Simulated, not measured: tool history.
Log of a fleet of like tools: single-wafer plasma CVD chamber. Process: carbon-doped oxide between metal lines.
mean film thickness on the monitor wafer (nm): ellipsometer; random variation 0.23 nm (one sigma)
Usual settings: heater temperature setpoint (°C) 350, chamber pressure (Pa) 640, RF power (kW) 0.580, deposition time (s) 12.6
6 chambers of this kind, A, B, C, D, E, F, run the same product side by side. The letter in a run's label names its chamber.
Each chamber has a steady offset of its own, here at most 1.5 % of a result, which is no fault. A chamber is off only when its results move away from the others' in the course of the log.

run   hour  heater temperature setpoint (°C)  chamber pressure (Pa)  RF power (kW)  deposition time (s)  hours since the last thermocouple change  hours since the last RF generator calibration  hours since the last manometer calibration  read-back reference wafer on the same gauge, thickness_nm  mean film thickness on the monitor wafer (nm)
 1A    8.7                               350                    640          0.580                 12.6                                     516.8                                          520.3                                       621.0                                                     64.617                                         71.819
 2D   19.6                               350                    640          0.580                 12.6                                    1247.2                                         1169.2                                       470.3                                                     64.583                                         71.093
 3E   30.0                               350                    640          0.580                 12.6                                    1103.6                                          694.7                                       892.0                                                     64.619                                         71.009
      31.8  -- chamber B: RF generator calibrated
 4F   36.3                               350                    640          0.580                 12.6                                    1615.2                                          888.2                                      2148.2                                                     64.591                                         70.866
 5C   46.7                               350                    640          0.580                 12.6                                     803.9                                          340.4                                       381.5                                                     64.554                                         71.677
      49.9  -- chamber D: RF generator calibrated
 6B   52.8                               350                    640          0.580                 12.6                                    2066.6                                           21.1                                       398.6                                                     64.630                                         71.516
 7F   62.7                               350                    640          0.580                 12.6                                    1641.6                                          914.6                                      2174.6                                                     64.660                                         71.102
 8D   70.4                               350                    757          0.580                 12.6                                    1298.0                                           20.5                                       521.1                                                     64.646                                         73.211
 9B   78.9                               350                    757          0.580                 12.6                                    2092.7                                           47.2                                       424.7                                                     64.576                                         72.593
10A   88.0                               350                    757          0.580                 12.6                                     596.1                                          599.6                                       700.3                                                     64.558                                         73.531
11E   97.9                               350                    757          0.580                 12.6                                    1171.5                                          762.6                                       959.9                                                     64.572                                         71.939
12C  102.7                               350                    757          0.580                 12.6                                     859.9                                          396.4                                       437.5                                                     64.594                                         72.842
13F  112.9                               350                    757          0.580                 12.6                                    1691.8                                          964.8                                      2224.8                                                     64.555                                         72.191
14C  123.8                               350                    640          0.580                 12.6                                     881.0                                          417.5                                       458.6                                                     64.551                                         71.675
15E  132.2                               350                    640          0.580                 12.6                                    1205.8                                          796.9                                       994.2                                                     64.609                                         70.875
16D  138.9                               350                    640          0.580                 12.6                                    1366.5                                           89.0                                       589.6                                                     64.607                                         71.583
17A  147.1                               350                    640          0.580                 12.6                                     655.2                                          658.7                                       759.4                                                     64.577                                         71.577
18B  153.4                               350                    640          0.580                 12.6                                    2167.2                                          121.7                                       499.2                                                     64.608                                         71.045
19C  160.5                               350                    640          0.580                 12.6                                     917.7                                          454.2                                       495.3                                                     64.634                                         71.493
20A  166.8                               350                    640          0.580                 12.6                                     674.9                                          678.4                                       779.1                                                     64.573                                         71.512
21D  172.8                               350                    640          0.580                 12.6                                    1400.4                                          122.9                                       623.5                                                     64.542                                         71.841
22F  181.9                               350                    640          0.580                 12.6                                    1760.8                                         1033.8                                      2293.8                                                     64.574                                         70.255
23B  188.3                               350                    640          0.580                 12.6                                    2202.1                                          156.6                                       534.1                                                     64.553                                         71.428
24E  194.1                               339                    640          0.580                 14.0                                    1267.7                                          858.8                                      1056.1                                                     64.631                                         81.104
25C  203.3                               339                    640          0.580                 14.0                                     960.5                                          497.0                                       538.1                                                     64.596                                         82.341
26F  211.2                               339                    640          0.580                 14.0                                    1790.1                                         1063.1                                      2323.1                                                     64.603                                         79.941
27B  216.8                               339                    640          0.580                 14.0                                    2230.6                                          185.1                                       562.6                                                     64.591                                         82.017
28D  222.8                               339                    640          0.580                 14.0                                    1450.4                                          172.9                                       673.5                                                     64.560                                         82.236
     223.1  -- chamber B: thermocouple changed; heater temperature recalibrated
29E  233.8                               339                    640          0.580                 14.0                                    1307.4                                          898.5                                      1095.8                                                     64.611                                         81.085
30A  238.8                               345                    640          0.655                 12.6                                     746.9                                          750.4                                       851.1                                                     64.596                                         78.869
31C  247.6                               345                    640          0.655                 12.6                                    1004.8                                          541.3                                       582.4                                                     64.594                                         78.156
32E  255.9                               345                    640          0.655                 12.6                                    1329.5                                          920.6                                      1117.9                                                     64.605                                         76.881
33F  261.1                               345                    640          0.655                 12.6                                    1840.0                                         1113.0                                      2373.0                                                     64.589                                         76.226
34B  272.0                               345                    640          0.655                 12.6                                      49.0                                          240.3                                       617.8                                                     64.624                                         78.066
35A  278.9                               345                    640          0.655                 12.6                                     787.0                                          790.5                                       891.2                                                     64.591                                         78.469
36D  287.1                               350                    640          0.580                 12.6                                    1514.7                                          237.2                                       737.8                                                     64.621                                         71.628
37D  293.3                               350                    640          0.580                 12.6                                    1520.9                                          243.4                                       744.0                                                     64.614                                         71.456

All 6 chambers run these settings next. Forecast each chamber's results:
38A  301.2                               350                    640          0.580                 12.6                                                                                                                                                                                                                                              ?
38B  301.2                               350                    640          0.580                 12.6                                                                                                                                                                                                                                              ?
38C  301.2                               350                    640          0.580                 12.6                                                                                                                                                                                                                                              ?
38D  301.2                               350                    640          0.580                 12.6                                                                                                                                                                                                                                              ?
38E  301.2                               350                    640          0.580                 12.6                                                                                                                                                                                                                                              ?
38F  301.2                               350                    640          0.580                 12.6                                                                                                                                                                                                                                              ?

run  mean film thickness on the monitor wafer (nm)
38A                                         71.546
38B                                         71.762
38C                                         71.933
38D                                         71.765
38E                                         70.442
38F                                         69.463
